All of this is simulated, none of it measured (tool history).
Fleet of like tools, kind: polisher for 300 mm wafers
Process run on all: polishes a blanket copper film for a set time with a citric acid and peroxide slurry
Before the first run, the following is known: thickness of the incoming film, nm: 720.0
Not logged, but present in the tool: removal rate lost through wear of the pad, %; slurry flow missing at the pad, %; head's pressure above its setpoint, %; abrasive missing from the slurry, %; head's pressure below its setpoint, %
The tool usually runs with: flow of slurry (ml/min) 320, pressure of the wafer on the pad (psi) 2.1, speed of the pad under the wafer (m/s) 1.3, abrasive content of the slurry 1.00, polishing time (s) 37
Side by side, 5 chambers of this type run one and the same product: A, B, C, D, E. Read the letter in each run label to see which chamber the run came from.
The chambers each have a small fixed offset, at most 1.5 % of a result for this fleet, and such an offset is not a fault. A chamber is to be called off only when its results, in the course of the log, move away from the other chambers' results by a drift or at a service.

| run | day | flow of slurry (ml/min) | pressure of the wafer on the pad (psi) | speed of the pad under the wafer (m/s) | abrasive content of the slurry | polishing time (s) | wafers polished on this pad | hours since the slurry nozzle was cleaned | hours since the head pressure was calibrated | hours since the slurry blender was calibrated | film removed (angstrom) |
|---|---|---|---|---|---|---|---|---|---|---|---|
| 1E | 0.388 | 320 | 2.1 | 1.3 | 1.00 | 37 | 646 | 794.4 | 151.3 | 111.1 | 834.41 |
|  | 0.412 | chamber B: worn pad replaced by a new one |
|  | 0.508 | chamber E: worn pad replaced by a new one |
| 2C | 0.725 | 320 | 2.1 | 1.3 | 1.00 | 37 | 477 | 575.3 | 798.0 | 156.2 | 826.16 |
|  | 0.788 | chamber A: worn pad replaced by a new one |
|  | 0.888 | chamber A: slurry nozzle cleaned |
|  | 1.029 | chamber E: slurry nozzle cleaned |
|  | 1.033 | chamber C: worn pad replaced by a new one |
| 3D | 1.158 | 320 | 2.1 | 1.3 | 1.00 | 37 | 394 | 369.2 | 178.3 | 230.1 | 829.20 |
| 4A | 1.421 | 320 | 2.1 | 1.3 | 1.00 | 37 | 118 | 12.8 | 432.2 | 179.4 | 820.91 |
| 5B | 1.788 | 320 | 2.1 | 1.3 | 1.00 | 37 | 256 | 831.7 | 301.5 | 218.2 | 816.20 |
| 6E | 2.050 | 320 | 2.1 | 1.3 | 0.90 | 37 | 287 | 24.6 | 191.2 | 151.0 | 830.82 |
| 7C | 2.392 | 320 | 2.1 | 1.3 | 0.90 | 37 | 253 | 615.3 | 838.0 | 196.2 | 807.23 |
|  | 2.571 | chamber C: slurry blender recalibrated |
| 8D | 2.767 | 320 | 2.1 | 1.3 | 0.90 | 37 | 693 | 407.8 | 216.9 | 268.7 | 803.88 |
|  | 3.112 | chamber B: slurry nozzle cleaned |
| 9B | 3.125 | 320 | 2.1 | 1.3 | 0.90 | 37 | 505 | 0.3 | 333.6 | 250.3 | 798.29 |
|  | 3.258 | chamber D: worn pad replaced by a new one |
| 10A | 3.358 | 320 | 2.1 | 1.3 | 0.90 | 37 | 479 | 59.3 | 478.7 | 225.9 | 810.57 |
|  | 3.588 | chamber E: slurry blender recalibrated |
| 11C | 3.700 | 320 | 2.1 | 1.3 | 1.00 | 37 | 497 | 646.7 | 869.4 | 27.2 | 825.11 |
| 12A | 4.038 | 320 | 2.1 | 1.3 | 1.00 | 37 | 605 | 75.6 | 495.0 | 242.2 | 835.81 |
|  | 4.142 | chamber E: worn pad replaced by a new one |
|  | 4.142 | chamber A: worn pad replaced by a new one |
|  | 4.258 | chamber D: slurry blender recalibrated |
|  | 4.275 | chamber C: slurry nozzle cleaned |
| 13E | 4.296 | 320 | 2.1 | 1.3 | 1.00 | 37 | 28 | 78.5 | 245.1 | 17.1 | 835.03 |
|  | 4.446 | chamber C: worn pad replaced by a new one |
|  | 4.508 | chamber B: worn pad replaced by a new one |
| 14D | 4.658 | 320 | 2.1 | 1.3 | 1.00 | 37 | 261 | 453.2 | 262.3 | 9.7 | 822.67 |
| 15B | 4.888 | 320 | 2.3 | 1.3 | 1.00 | 37 | 70 | 42.6 | 375.9 | 292.6 | 880.46 |
| 16A | 5.308 | 320 | 2.3 | 1.3 | 1.00 | 37 | 217 | 106.1 | 525.5 | 272.7 | 894.48 |
| 17C | 5.554 | 320 | 2.3 | 1.3 | 1.00 | 37 | 207 | 30.7 | 913.9 | 71.7 | 907.74 |
| 18B | 5.750 | 320 | 2.3 | 1.3 | 1.00 | 37 | 231 | 63.3 | 396.6 | 313.3 | 864.62 |
| 19D | 6.079 | 320 | 2.3 | 1.3 | 1.00 | 37 | 525 | 487.3 | 296.4 | 43.8 | 902.89 |
| 20E | 6.346 | 320 | 2.1 | 1.3 | 1.00 | 37 | 410 | 127.7 | 294.3 | 66.3 | 821.55 |
| 21E | 6.546 | 320 | 2.1 | 1.3 | 1.00 | 37 | 447 | 132.5 | 299.1 | 71.1 | 839.31 |
| 22C | 6.800 | 320 | 2.1 | 1.3 | 1.00 | 37 | 439 | 60.6 | 943.8 | 101.6 | 830.26 |
|  | 7.142 | chamber C: worn pad replaced by a new one |
|  | 7.200 | chamber A: worn pad replaced by a new one |
| 23B | 7.233 | 320 | 2.1 | 1.3 | 1.00 | 37 | 507 | 98.9 | 432.2 | 348.9 | 772.44 |
|  | 7.279 | chamber A: slurry blender recalibrated |
|  | 7.583 | chamber E: worn pad replaced by a new one |
| 24A | 7.633 | 320 | 2.1 | 1.3 | 1.00 | 37 | 80 | 161.9 | 581.3 | 8.6 | 813.66 |
|  | 7.975 | chamber D: worn pad replaced by a new one |
| 25D | 8.054 | 320 | 2.6 | 1.3 | 1.00 | 37 | 14 | 534.7 | 343.8 | 91.2 | 1023.00 |
| 26E | 8.412 | 320 | 2.6 | 1.3 | 1.00 | 37 | 154 | 177.3 | 343.9 | 115.9 | 1029.40 |
| 27D | 8.633 | 320 | 2.6 | 1.3 | 1.00 | 37 | 122 | 548.6 | 357.7 | 105.1 | 1023.00 |
|  | 8.892 | chamber B: worn pad replaced by a new one |
| 28A | 9.017 | 320 | 2.6 | 1.3 | 1.00 | 37 | 338 | 195.1 | 614.5 | 41.8 | 1012.20 |
| 29C | 9.421 | 320 | 2.6 | 1.3 | 1.00 | 37 | 424 | 123.5 | 1006.7 | 164.5 | 997.06 |
| 30B | 9.717 | 320 | 2.1 | 1.3 | 1.00 | 37 | 153 | 158.5 | 491.8 | 408.5 | 767.86 |

Next, every chamber runs the same settings. What will each give?
| 31A | 10.033 | 320 | 2.1 | 1.3 | 1.15 | 37 |  |  |  |  | ? |
| 31B | 10.033 | 320 | 2.1 | 1.3 | 1.15 | 37 |  |  |  |  | ? |
| 31C | 10.033 | 320 | 2.1 | 1.3 | 1.15 | 37 |  |  |  |  | ? |
| 31D | 10.033 | 320 | 2.1 | 1.3 | 1.15 | 37 |  |  |  |  | ? |
| 31E | 10.033 | 320 | 2.1 | 1.3 | 1.15 | 37 |  |  |  |  | ? |

| run | film removed (angstrom) |
|---|---|
| 31A | 856.50 |
| 31B | 778.87 |
| 31C | 850.65 |
| 31D | 847.82 |
| 31E | 861.04 |
